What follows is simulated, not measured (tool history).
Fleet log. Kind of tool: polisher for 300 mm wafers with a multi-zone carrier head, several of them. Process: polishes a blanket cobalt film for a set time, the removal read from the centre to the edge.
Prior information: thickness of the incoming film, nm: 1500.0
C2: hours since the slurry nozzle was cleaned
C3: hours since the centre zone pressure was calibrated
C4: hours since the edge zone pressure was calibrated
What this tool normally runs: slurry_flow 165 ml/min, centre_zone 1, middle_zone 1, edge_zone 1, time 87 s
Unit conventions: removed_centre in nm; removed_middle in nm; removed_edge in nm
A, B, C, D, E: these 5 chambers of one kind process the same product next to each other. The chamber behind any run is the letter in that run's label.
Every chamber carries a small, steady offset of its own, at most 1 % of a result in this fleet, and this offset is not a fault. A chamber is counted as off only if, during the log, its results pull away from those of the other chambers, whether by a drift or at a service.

{"run": "1B", "day": 0.154, "slurry_flow": 165, "centre_zone": 1, "middle_zone": 1, "edge_zone": 1, "time": 87, "wafers polished on this pad": 615, "C2": 277.6, "C3": 210.9, "C4": 79.7, "removed_centre": 469.25, "removed_middle": 471.59, "removed_edge": 478.48}
{"run": "2C", "day": 0.283, "slurry_flow": 165, "centre_zone": 1, "middle_zone": 1, "edge_zone": 1, "time": 87, "wafers polished on this pad": 209, "C2": 135.5, "C3": 92.4, "C4": 263, "removed_centre": 476.69, "removed_middle": 470.91, "removed_edge": 473.88}
{"run": "3A", "day": 0.379, "slurry_flow": 165, "centre_zone": 1, "middle_zone": 1, "edge_zone": 1, "time": 87, "wafers polished on this pad": 453, "C2": 220.8, "C3": 391.6, "C4": 547.9, "removed_centre": 478.81, "removed_middle": 474.86, "removed_edge": 471.37}
{"day": 0.517, "done": "chamber E: worn pad replaced by a new one"}
{"run": "4D", "day": 0.562, "slurry_flow": 165, "centre_zone": 1, "middle_zone": 1, "edge_zone": 1, "time": 87, "wafers polished on this pad": 360, "C2": 506.7, "C3": 230.3, "C4": 111.5, "removed_centre": 474.71, "removed_middle": 454.75, "removed_edge": 463.01}
{"run": "5E", "day": 0.708, "slurry_flow": 165, "centre_zone": 1, "middle_zone": 1, "edge_zone": 1, "time": 87, "wafers polished on this pad": 38, "C2": 152.1, "C3": 438.2, "C4": 1203.2, "removed_centre": 469.97, "removed_middle": 468.11, "removed_edge": 479.29}
{"run": "6B", "day": 0.892, "slurry_flow": 165, "centre_zone": 1, "middle_zone": 1, "edge_zone": 1, "time": 87, "wafers polished on this pad": 760, "C2": 295.3, "C3": 228.6, "C4": 97.4, "removed_centre": 473.97, "removed_middle": 479.31, "removed_edge": 461.76}
{"run": "7E", "day": 1.092, "slurry_flow": 165, "centre_zone": 1, "middle_zone": 1, "edge_zone": 1, "time": 87, "wafers polished on this pad": 113, "C2": 161.3, "C3": 447.4, "C4": 1212.4, "removed_centre": 458.94, "removed_middle": 468.73, "removed_edge": 477.15}
{"run": "8C", "day": 1.217, "slurry_flow": 165, "centre_zone": 1, "middle_zone": 1, "edge_zone": 1, "time": 87, "wafers polished on this pad": 393, "C2": 157.9, "C3": 114.8, "C4": 285.4, "removed_centre": 466.83, "removed_middle": 465.69, "removed_edge": 474.99}
{"run": "9D", "day": 1.392, "slurry_flow": 165, "centre_zone": 1, "middle_zone": 1, "edge_zone": 1, "time": 87, "wafers polished on this pad": 523, "C2": 526.6, "C3": 250.2, "C4": 131.4, "removed_centre": 465.34, "removed_middle": 459.9, "removed_edge": 463.09}
{"run": "10A", "day": 1.479, "slurry_flow": 165, "centre_zone": 1, "middle_zone": 1, "edge_zone": 1, "time": 87, "wafers polished on this pad": 669, "C2": 247.2, "C3": 418, "C4": 574.3, "removed_centre": 472.32, "removed_middle": 472.41, "removed_edge": 458.12}
{"run": "11A", "day": 1.575, "slurry_flow": 165, "centre_zone": 1, "middle_zone": 1, "edge_zone": 1, "time": 87, "wafers polished on this pad": 688, "C2": 249.5, "C3": 420.3, "C4": 576.6, "removed_centre": 476.18, "removed_middle": 474.84, "removed_edge": 453.59}
{"run": "12C", "day": 1.712, "slurry_flow": 165, "centre_zone": 1, "middle_zone": 1, "edge_zone": 1, "time": 87, "wafers polished on this pad": 490, "C2": 169.8, "C3": 126.7, "C4": 297.3, "removed_centre": 477.36, "removed_middle": 458.87, "removed_edge": 468.83}
{"day": 1.779, "done": "chamber B: worn pad replaced by a new one"}
{"run": "13D", "day": 1.817, "slurry_flow": 165, "centre_zone": 1, "middle_zone": 1, "edge_zone": 1, "time": 87, "wafers polished on this pad": 606, "C2": 536.8, "C3": 260.4, "C4": 141.6, "removed_centre": 477.23, "removed_middle": 467.83, "removed_edge": 461.53}
{"run": "14B", "day": 1.996, "slurry_flow": 165, "centre_zone": 1, "middle_zone": 1, "edge_zone": 1, "time": 87, "wafers polished on this pad": 43, "C2": 321.8, "C3": 255.1, "C4": 123.9, "removed_centre": 466.85, "removed_middle": 469.06, "removed_edge": 463.99}
{"run": "15E", "day": 2.133, "slurry_flow": 165, "centre_zone": 1, "middle_zone": 1, "edge_zone": 1, "time": 87, "wafers polished on this pad": 317, "C2": 186.3, "C3": 472.4, "C4": 1237.4, "removed_centre": 474.09, "removed_middle": 470.29, "removed_edge": 464.97}
{"run": "16C", "day": 2.288, "slurry_flow": 165, "centre_zone": 1, "middle_zone": 1, "edge_zone": 1, "time": 87, "wafers polished on this pad": 603, "C2": 183.6, "C3": 140.5, "C4": 311.1, "removed_centre": 472.11, "removed_middle": 470.63, "removed_edge": 469.15}
{"run": "17A", "day": 2.408, "slurry_flow": 165, "centre_zone": 1, "middle_zone": 1, "edge_zone": 1, "time": 87, "wafers polished on this pad": 851, "C2": 269.5, "C3": 440.3, "C4": 596.6, "removed_centre": 463.06, "removed_middle": 476.67, "removed_edge": 463.43}
{"day": 2.438, "done": "chamber C: worn pad replaced by a new one"}
{"day": 2.438, "done": "chamber A: edge zone pressure recalibrated"}
{"run": "18B", "day": 2.525, "slurry_flow": 165, "centre_zone": 1, "middle_zone": 1, "edge_zone": 1, "time": 87, "wafers polished on this pad": 147, "C2": 334.5, "C3": 267.8, "C4": 136.6, "removed_centre": 464.13, "removed_middle": 474.12, "removed_edge": 468.54}
{"day": 2.7, "done": "chamber A: worn pad replaced by a new one"}
{"run": "19E", "day": 2.721, "slurry_flow": 165, "centre_zone": 1, "middle_zone": 1, "edge_zone": 1, "time": 87, "wafers polished on this pad": 433, "C2": 200.4, "C3": 486.5, "C4": 1251.5, "removed_centre": 471.99, "removed_middle": 474.78, "removed_edge": 474.94}
{"run": "20D", "day": 2.817, "slurry_flow": 165, "centre_zone": 1, "middle_zone": 1, "edge_zone": 1, "time": 87, "wafers polished on this pad": 802, "C2": 560.8, "C3": 284.4, "C4": 165.6, "removed_centre": 471.61, "removed_middle": 465.33, "removed_edge": 465.41}
{"run": "21C", "day": 2.996, "slurry_flow": 165, "centre_zone": 1, "middle_zone": 1, "edge_zone": 1, "time": 87, "wafers polished on this pad": 109, "C2": 200.6, "C3": 157.5, "C4": 328.1, "removed_centre": 470.64, "removed_middle": 466.1, "removed_edge": 471.65}
{"run": "22E", "day": 3.154, "slurry_flow": 165, "centre_zone": 1, "middle_zone": 1, "edge_zone": 1, "time": 87, "wafers polished on this pad": 518, "C2": 210.8, "C3": 496.9, "C4": 1261.9, "removed_centre": 469.93, "removed_middle": 480.55, "removed_edge": 466.13}
{"run": "23B", "day": 3.325, "slurry_flow": 165, "centre_zone": 1, "middle_zone": 1, "edge_zone": 1, "time": 87, "wafers polished on this pad": 304, "C2": 353.7, "C3": 287, "C4": 155.8, "removed_centre": 478.53, "removed_middle": 476.75, "removed_edge": 469.38}
{"run": "24A", "day": 3.517, "slurry_flow": 165, "centre_zone": 1, "middle_zone": 1.06, "edge_zone": 1, "time": 98, "wafers polished on this pad": 161, "C2": 296.1, "C3": 466.9, "C4": 26, "removed_centre": 521.5, "removed_middle": 567.04, "removed_edge": 518.27}
{"day": 3.642, "done": "chamber A: centre zone pressure recalibrated"}
{"run": "25D", "day": 3.65, "slurry_flow": 165, "centre_zone": 1, "middle_zone": 1.06, "edge_zone": 1, "time": 98, "wafers polished on this pad": 966, "C2": 580.8, "C3": 304.4, "C4": 185.6, "removed_centre": 537.37, "removed_middle": 551.28, "removed_edge": 527.51}
{"run": "26A", "day": 3.796, "slurry_flow": 165, "centre_zone": 1, "middle_zone": 1.06, "edge_zone": 1, "time": 98, "wafers polished on this pad": 215, "C2": 302.8, "C3": 3.7, "C4": 32.7, "removed_centre": 492.26, "removed_middle": 553.81, "removed_edge": 519.67}
{"run": "27D", "day": 3.971, "slurry_flow": 165, "centre_zone": 1, "middle_zone": 1.06, "edge_zone": 1, "time": 98, "wafers polished on this pad": 1029, "C2": 588.5, "C3": 312.1, "C4": 193.3, "removed_centre": 524.24, "removed_middle": 556.2, "removed_edge": 522.38}
{"run": "28B", "day": 4.167, "slurry_flow": 165, "centre_zone": 1, "middle_zone": 1.06, "edge_zone": 1, "time": 98, "wafers polished on this pad": 469, "C2": 373.9, "C3": 307.2, "C4": 176, "removed_centre": 523.94, "removed_middle": 557.28, "removed_edge": 520.39}
{"run": "29E", "day": 4.342, "slurry_flow": 165, "centre_zone": 1, "middle_zone": 1, "edge_zone": 1, "time": 87, "wafers polished on this pad": 751, "C2": 239.3, "C3": 525.4, "C4": 1290.4, "removed_centre": 468.16, "removed_middle": 485.36, "removed_edge": 462.75}
{"run": "30C", "day": 4.454, "slurry_flow": 165, "centre_zone": 1, "middle_zone": 1, "edge_zone": 1, "time": 87, "wafers polished on this pad": 395, "C2": 235.6, "C3": 192.5, "C4": 363.1, "removed_centre": 472.24, "removed_middle": 473.88, "removed_edge": 467.61}
{"run": "31D", "day": 4.558, "slurry_flow": 165, "centre_zone": 1, "middle_zone": 1, "edge_zone": 1, "time": 87, "wafers polished on this pad": 1144, "C2": 602.6, "C3": 326.2, "C4": 207.4, "removed_centre": 469.52, "removed_middle": 462.91, "removed_edge": 463.22}
{"run": "32C", "day": 4.662, "slurry_flow": 165, "centre_zone": 1, "middle_zone": 1, "edge_zone": 1, "time": 87, "wafers polished on this pad": 436, "C2": 240.6, "C3": 197.5, "C4": 368.1, "removed_centre": 471.99, "removed_middle": 464, "removed_edge": 477.21}
{"day": 4.825, "done": "chamber E: worn pad replaced by a new one"}
{"run": "33B", "day": 4.858, "slurry_flow": 165, "centre_zone": 1, "middle_zone": 1, "edge_zone": 1, "time": 87, "wafers polished on this pad": 605, "C2": 390.5, "C3": 323.8, "C4": 192.6, "removed_centre": 467.66, "removed_middle": 470.97, "removed_edge": 468.56}
{"run": "34E", "day": 5.029, "slurry_flow": 165, "centre_zone": 1, "middle_zone": 1, "edge_zone": 1, "time": 87, "wafers polished on this pad": 40, "C2": 255.8, "C3": 541.9, "C4": 1306.9, "removed_centre": 461.48, "removed_middle": 477.46, "removed_edge": 462.73}
{"run": "35A", "day": 5.238, "slurry_flow": 165, "centre_zone": 1, "middle_zone": 1, "edge_zone": 1, "time": 87, "wafers polished on this pad": 498, "C2": 337.4, "C3": 38.3, "C4": 67.3, "removed_centre": 439.68, "removed_middle": 471.49, "removed_edge": 465.9}
{"run": "36B", "day": 5.433, "slurry_flow": 165, "centre_zone": 1, "middle_zone": 1, "edge_zone": 1, "time": 87, "wafers polished on this pad": 717, "C2": 404.3, "C3": 337.6, "C4": 206.4, "removed_centre": 465.73, "removed_middle": 468.6, "removed_edge": 469.43}
{"run": "37A", "day": 5.608, "slurry_flow": 165, "centre_zone": 1, "middle_zone": 1, "edge_zone": 1, "time": 87, "wafers polished on this pad": 571, "C2": 346.3, "C3": 47.2, "C4": 76.2, "removed_centre": 433.66, "removed_middle": 484.55, "removed_edge": 462.95}

For the next run the whole fleet of 5 chambers uses the same settings. Give each chamber's results:
{"run": "38A", "day": 5.758, "slurry_flow": 165, "centre_zone": 1, "middle_zone": 1, "edge_zone": 1.04, "time": 87, "removed_centre": "?", "removed_middle": "?", "removed_edge": "?"}
{"run": "38B", "day": 5.758, "slurry_flow": 165, "centre_zone": 1, "middle_zone": 1, "edge_zone": 1.04, "time": 87, "removed_centre": "?", "removed_middle": "?", "removed_edge": "?"}
{"run": "38C", "day": 5.758, "slurry_flow": 165, "centre_zone": 1, "middle_zone": 1, "edge_zone": 1.04, "time": 87, "removed_centre": "?", "removed_middle": "?", "removed_edge": "?"}
{"run": "38D", "day": 5.758, "slurry_flow": 165, "centre_zone": 1, "middle_zone": 1, "edge_zone": 1.04, "time": 87, "removed_centre": "?", "removed_middle": "?", "removed_edge": "?"}
{"run": "38E", "day": 5.758, "slurry_flow": 165, "centre_zone": 1, "middle_zone": 1, "edge_zone": 1.04, "time": 87, "removed_centre": "?", "removed_middle": "?", "removed_edge": "?"}

run=38A removed_centre=438.17 removed_middle=479.44 removed_edge=476.66
run=38B removed_centre=471.8 removed_middle=471.32 removed_edge=482.87
run=38C removed_centre=468.51 removed_middle=463.46 removed_edge=485.68
run=38D removed_centre=467.11 removed_middle=457.82 removed_edge=476.81
run=38E removed_centre=466.48 removed_middle=473.2 removed_edge=486.08
